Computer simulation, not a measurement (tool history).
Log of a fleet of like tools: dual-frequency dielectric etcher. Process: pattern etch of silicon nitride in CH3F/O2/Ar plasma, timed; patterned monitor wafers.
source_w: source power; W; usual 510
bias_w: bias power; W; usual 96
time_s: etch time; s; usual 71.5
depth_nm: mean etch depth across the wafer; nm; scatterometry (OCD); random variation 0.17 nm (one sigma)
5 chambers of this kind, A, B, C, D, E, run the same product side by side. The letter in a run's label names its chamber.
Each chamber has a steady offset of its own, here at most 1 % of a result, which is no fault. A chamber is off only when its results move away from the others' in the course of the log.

run   hour  source_w  bias_w  time_s  read-back reference wafer on the same gauge, depth_nm  depth_nm
 1D    4.4       510      96    71.5                                                 63.261    60.589
       8.6  -- chamber C: wet clean of the chamber
 2C   12.9       510      96    71.5                                                 63.242    60.771
 3E   19.4       510      96    71.5                                                 63.291    60.800
 4A   27.0       510      96    71.5                                                 63.299    60.336
 5B   34.4       510      96    71.5                                                 63.347    60.966
 6D   40.5       510      96    71.5                                                 63.324    60.873
 7B   45.0       510      96    71.5                                                 63.290    60.678
 8C   51.5       510      96    71.5                                                 63.297    61.267
 9A   58.7       510      96    71.5                                                 63.322    60.280
10E   66.7       510      96    71.5                                                 63.302    60.848
11E   73.0       560      96    56.0                                                 63.331    49.271
12C   80.6       560      96    56.0                                                 63.267    49.385
13B   86.8       560      96    56.0                                                 63.329    49.658
14A   92.6       560      96    56.0                                                 63.277    48.598
15D  100.2       560      96    56.0                                                 63.290    49.365
16E  106.7       510      96    71.5                                                 63.317    60.816
17A  113.2       510      96    71.5                                                 63.318    60.211
18D  118.3       510      96    71.5                                                 63.298    60.871
19C  124.1       510      96    71.5                                                 63.301    60.824
20B  128.2       510      96    71.5                                                 63.289    60.966
21B  135.1       510      96    71.5                                                 63.233    61.100
22D  142.2       510      96    71.5                                                 63.329    60.890
23C  149.5       510      96    71.5                                                 63.305    61.257
24A  158.0       510      96    71.5                                                 63.369    60.079
25E  166.6       510      96    71.5                                                 63.284    61.740
26E  173.8       510      96    71.5                                                 63.351    61.723
27A  180.9       510      96    71.5                                                 63.298    59.963
28D  187.0       510      96    71.5                                                 63.287    60.611
29C  193.6       510      96    71.5                                                 63.294    61.193
30B  197.6       510      96    71.5                                                 63.305    61.141
31D  205.0       510      96    71.5                                                 63.317    60.497
32E  209.5       510      96    71.5                                                 63.286    62.184
33B  214.2       510      96    71.5                                                 63.262    61.049
34C  222.8       510      96    71.5                                                 63.342    60.889
     225.7  -- chamber A: wet clean of the chamber
35A  231.5       510      96    71.5                                                 63.298    60.476
36D  235.8       510      96    71.5                                                 63.267    60.382
37A  240.4       510      96    71.5                                                 63.301    60.137
38B  245.1       510      96    71.5                                                 63.289    61.003
39C  253.6       510      96    71.5                                                 63.337    61.206
40E  262.3       510      96    71.5                                                 63.310    62.727

All 5 chambers run these settings next. Forecast each chamber's results:
41A  268.5       510      96    71.5                                                                ?
41B  268.5       510      96    71.5                                                                ?
41C  268.5       510      96    71.5                                                                ?
41D  268.5       510      96    71.5                                                                ?
41E  268.5       510      96    71.5                                                                ?

run  depth_nm
41A    60.216
41B    60.907
41C    60.700
41D    60.757
41E    62.647
